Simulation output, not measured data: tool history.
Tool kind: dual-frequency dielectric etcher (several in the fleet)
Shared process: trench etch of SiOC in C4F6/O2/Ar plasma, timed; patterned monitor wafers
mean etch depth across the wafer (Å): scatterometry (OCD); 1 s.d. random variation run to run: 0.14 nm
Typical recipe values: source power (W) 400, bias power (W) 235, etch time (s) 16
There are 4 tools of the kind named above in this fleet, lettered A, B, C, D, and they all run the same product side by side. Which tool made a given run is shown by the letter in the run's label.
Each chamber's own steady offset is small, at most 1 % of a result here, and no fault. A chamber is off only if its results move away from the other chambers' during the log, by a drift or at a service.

run	hour	source power (W)	bias power (W)	etch time (s)	hours since the last wet clean	hours since the last source power generator calibration	hours since the last bias power generator calibration	read-back reference wafer on the same gauge, depth_nm	mean etch depth across the wafer (Å)
1C	8	400	235	16	454.8	2492.3	1154.3	33.889	359.81
2B	15.6	400	235	16	211.5	131	527.3	33.905	359.52
3D	21.3	400	235	16	395.1	2729.6	1763.6	33.884	362.96
4A	27.8	400	235	16	236.6	2744.5	311.7	33.913	359.94
5B	33	400	235	16	228.9	148.4	544.7	33.904	363.11
6D	37.5	400	235	16	411.3	2745.8	1779.8	33.892	365.43
7A	43.4	400	235	16	252.2	2760.1	327.3	33.906	359.04
8C	51.6	400	235	16	498.4	2535.9	1197.9	33.89	359.87
9D	60.2	400	235	16	434	2768.5	1802.5	33.905	364.85
10A	69.3	400	235	16	278.1	2786	353.2	33.903	361.84
11B	77.1	400	235	16	273	192.5	588.8	33.88	365.51
12C	83.2	400	235	16	530	2567.5	1229.5	33.899	360.48
13C	90.7	400	235	16	537.5	2575	1237	33.904	359.34
14D	96.2	400	235	16	470	2804.5	1838.5	33.87	364.91
15B	105.6	400	235	16	301.5	221	617.3	33.887	362.96
16A	111.3	400	235	16	320.1	2828	395.2	33.897	359.81
# hour 112.1: chamber C: wet clean of the chamber
17D	118.1	320	235	16	491.9	2826.4	1860.4	33.916	335.3
18B	126.8	320	235	16	322.7	242.2	638.5	33.858	330.73
19C	131.6	320	235	16	19.5	2615.9	1277.9	33.924	328.09
20A	137	320	235	16	345.8	2853.7	420.9	33.901	328.9
21A	145.8	400	235	16	354.6	2862.5	429.7	33.92	363.69
22B	151.8	350	201	16	347.7	267.2	663.5	33.921	325.44
23D	159.8	350	201	16	533.6	2868.1	1902.1	33.9	328.5
24C	169.3	350	201	16	57.2	2653.6	1315.6	33.887	325.6
25B	176.9	350	201	16	372.8	292.3	688.6	33.904	326.67
26D	183.8	400	235	16	557.6	2892.1	1926.1	33.882	364.79
27A	192.6	400	235	16	401.4	2909.3	476.5	33.939	362.86
28C	198.9	400	235	16	86.8	2683.2	1345.2	33.888	359.97
29D	208.9	400	235	16	582.7	2917.2	1951.2	33.902	365.67
# hour 213.8: chamber A: wet clean of the chamber
30B	214.3	400	235	16	410.2	329.7	726	33.887	362.41
31A	220	400	235	16	6.3	2936.7	503.9	33.921	358.04
32C	225.3	400	235	16	113.2	2709.6	1371.6	33.884	356.81
33B	234.2	400	235	16	430.1	349.6	745.9	33.892	362.46

Has any chamber moved away from the others, gradually or after a service, or does the common gauge drift, or do the chambers differ only by their own small steady offsets? State the chamber and the most likely cause if one applies.

Nothing is wrong: each chamber keeps only its own small, steady offset and the gauge holds still.
